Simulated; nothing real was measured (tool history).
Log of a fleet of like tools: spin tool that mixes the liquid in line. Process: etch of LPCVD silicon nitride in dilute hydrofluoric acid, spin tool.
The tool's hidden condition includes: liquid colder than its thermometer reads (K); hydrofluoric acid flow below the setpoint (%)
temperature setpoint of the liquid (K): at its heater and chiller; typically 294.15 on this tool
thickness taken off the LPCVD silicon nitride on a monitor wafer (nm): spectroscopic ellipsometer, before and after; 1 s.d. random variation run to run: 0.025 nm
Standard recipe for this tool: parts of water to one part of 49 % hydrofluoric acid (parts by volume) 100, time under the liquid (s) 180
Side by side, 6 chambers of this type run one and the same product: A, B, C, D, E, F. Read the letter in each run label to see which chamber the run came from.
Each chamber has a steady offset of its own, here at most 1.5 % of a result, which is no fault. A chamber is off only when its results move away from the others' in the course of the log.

| run | day | temperature setpoint of the liquid (K) | parts of water to one part of 49 % hydrofluoric acid (parts by volume) | time under the liquid (s) | hours since the thermometer was replaced | hours since the hydrofluoric acid flow meter was replaced | read-back film thickness of the LPCVD silicon nitride reference wafer, read on the same gauge (nm) | thickness taken off the LPCVD silicon nitride on a monitor wafer (nm) |
|---|---|---|---|---|---|---|---|---|
| 1F | 0.204 | 294.15 | 100 | 180 | 92.6 | 1181.1 | 99.984 | 0.71888 |
| 2B | 0.442 | 294.15 | 100 | 180 | 465.6 | 453.9 | 100.02 | 0.72413 |
| 3E | 0.646 | 294.15 | 100 | 180 | 73.1 | 75.1 | 100.01 | 0.69353 |
| 4D | 0.854 | 294.15 | 100 | 180 | 1679.1 | 136.2 | 100 | 0.66884 |
| 5C | 1.017 | 294.15 | 100 | 180 | 1057 | 693.3 | 99.992 | 0.67254 |
| 6A | 1.267 | 294.15 | 100 | 180 | 485.7 | 558.8 | 100.02 | 0.69625 |
| 7D | 1.529 | 294.15 | 100 | 180 | 1695.3 | 152.4 | 100.01 | 0.70375 |
| 8C | 1.771 | 294.15 | 100 | 180 | 1075.1 | 711.4 | 100 | 0.69781 |
| 9E | 1.996 | 294.15 | 80 | 180 | 105.5 | 107.5 | 99.987 | 0.85438 |
| 10B | 2.175 | 294.15 | 80 | 180 | 507.2 | 495.5 | 100.02 | 0.80093 |
| 11F | 2.433 | 294.15 | 80 | 180 | 146.1 | 1234.6 | 100.02 | 0.84191 |
| 12A | 2.621 | 294.15 | 80 | 180 | 518.2 | 591.3 | 100.01 | 0.79345 |
| 13F | 2.862 | 294.15 | 80 | 180 | 156.4 | 1244.9 | 100.01 | 0.86646 |
| 14A | 3.092 | 294.15 | 80 | 180 | 529.5 | 602.6 | 99.995 | 0.87417 |
| 15B | 3.367 | 294.15 | 100 | 180 | 535.8 | 524.1 | 99.996 | 0.66582 |
| 16D | 3.604 | 294.15 | 100 | 180 | 1745.1 | 202.2 | 100.01 | 0.70619 |
| 17E | 3.771 | 294.15 | 100 | 180 | 148.1 | 150.1 | 99.981 | 0.72143 |
| 18C | 4.017 | 294.15 | 100 | 180 | 1129 | 765.3 | 99.98 | 0.71256 |
| 19F | 4.158 | 294.15 | 100 | 180 | 187.5 | 1276 | 99.999 | 0.71543 |
| 20B | 4.358 | 294.15 | 100 | 180 | 559.6 | 547.9 | 100 | 0.67818 |
| 21E | 4.6 | 294.15 | 100 | 180 | 168 | 170 | 100.01 | 0.71187 |
| 22A | 4.896 | 294.15 | 100 | 180 | 572.8 | 645.9 | 100 | 0.65267 |
| 23D | 5.046 | 294.15 | 100 | 180 | 1779.7 | 236.8 | 99.987 | 0.67547 |
| 24C | 5.267 | 294.15 | 100 | 180 | 1159 | 795.3 | 100 | 0.65995 |
| 25E | 5.538 | 294.15 | 100 | 180 | 190.5 | 192.5 | 99.983 | 0.65453 |
| 26A | 5.812 | 294.15 | 100 | 180 | 594.8 | 667.9 | 100.01 | 0.65704 |
| 27D | 6.1 | 294.15 | 100 | 180 | 1805 | 262.1 | 100 | 0.67836 |
| 28F | 6.283 | 292.65 | 100 | 180 | 238.5 | 1327 | 99.991 | 0.59384 |
| 29C | 6.492 | 292.65 | 100 | 180 | 1188.4 | 824.7 | 100.02 | 0.59073 |
| 30B | 6.729 | 292.65 | 100 | 180 | 616.5 | 604.8 | 99.983 | 0.62299 |
| 31B | 6.933 | 292.65 | 100 | 180 | 621.4 | 609.7 | 100.02 | 0.60886 |
| 32E | 7.204 | 292.65 | 100 | 180 | 230.5 | 232.5 | 99.993 | 0.61497 |
| 33A | 7.392 | 292.65 | 100 | 180 | 632.7 | 705.8 | 99.988 | 0.60926 |
| 34F | 7.583 | 294.15 | 100 | 180 | 269.7 | 1358.2 | 100.01 | 0.65237 |
| 35D | 7.725 | 294.15 | 100 | 180 | 1844 | 301.1 | 99.998 | 0.71002 |
|  | 7.842 | chamber F: hydrofluoric acid flow meter replaced |
| 36C | 7.871 | 294.15 | 100 | 180 | 1221.5 | 857.8 | 100.01 | 0.69483 |
| 37F | 8.154 | 290.65 | 120 | 180 | 283.4 | 7.5 | 100.01 | 0.45355 |
| 38B | 8.371 | 290.65 | 120 | 180 | 655.9 | 644.2 | 100.01 | 0.43787 |
| 39D | 8.596 | 290.65 | 120 | 180 | 1864.9 | 322 | 99.998 | 0.45656 |
| 40E | 8.771 | 290.65 | 120 | 180 | 268.1 | 270.1 | 100 | 0.43548 |
| 41C | 9.062 | 290.65 | 120 | 180 | 1250.1 | 886.4 | 100.01 | 0.451 |
| 42A | 9.267 | 290.65 | 120 | 180 | 677.7 | 750.8 | 100.01 | 0.48434 |
| 43A | 9.421 | 294.15 | 100 | 180 | 681.4 | 754.5 | 99.994 | 0.6787 |

Decide between three cases: one chamber stands off from its peers, the gauge reading all wafers drifts, or nothing is wrong past each chamber's small offset. Where a chamber is off, say which and what most likely put it there.

No chamber is off and the gauge is stable; the differences are just each chamber's small, constant offset.
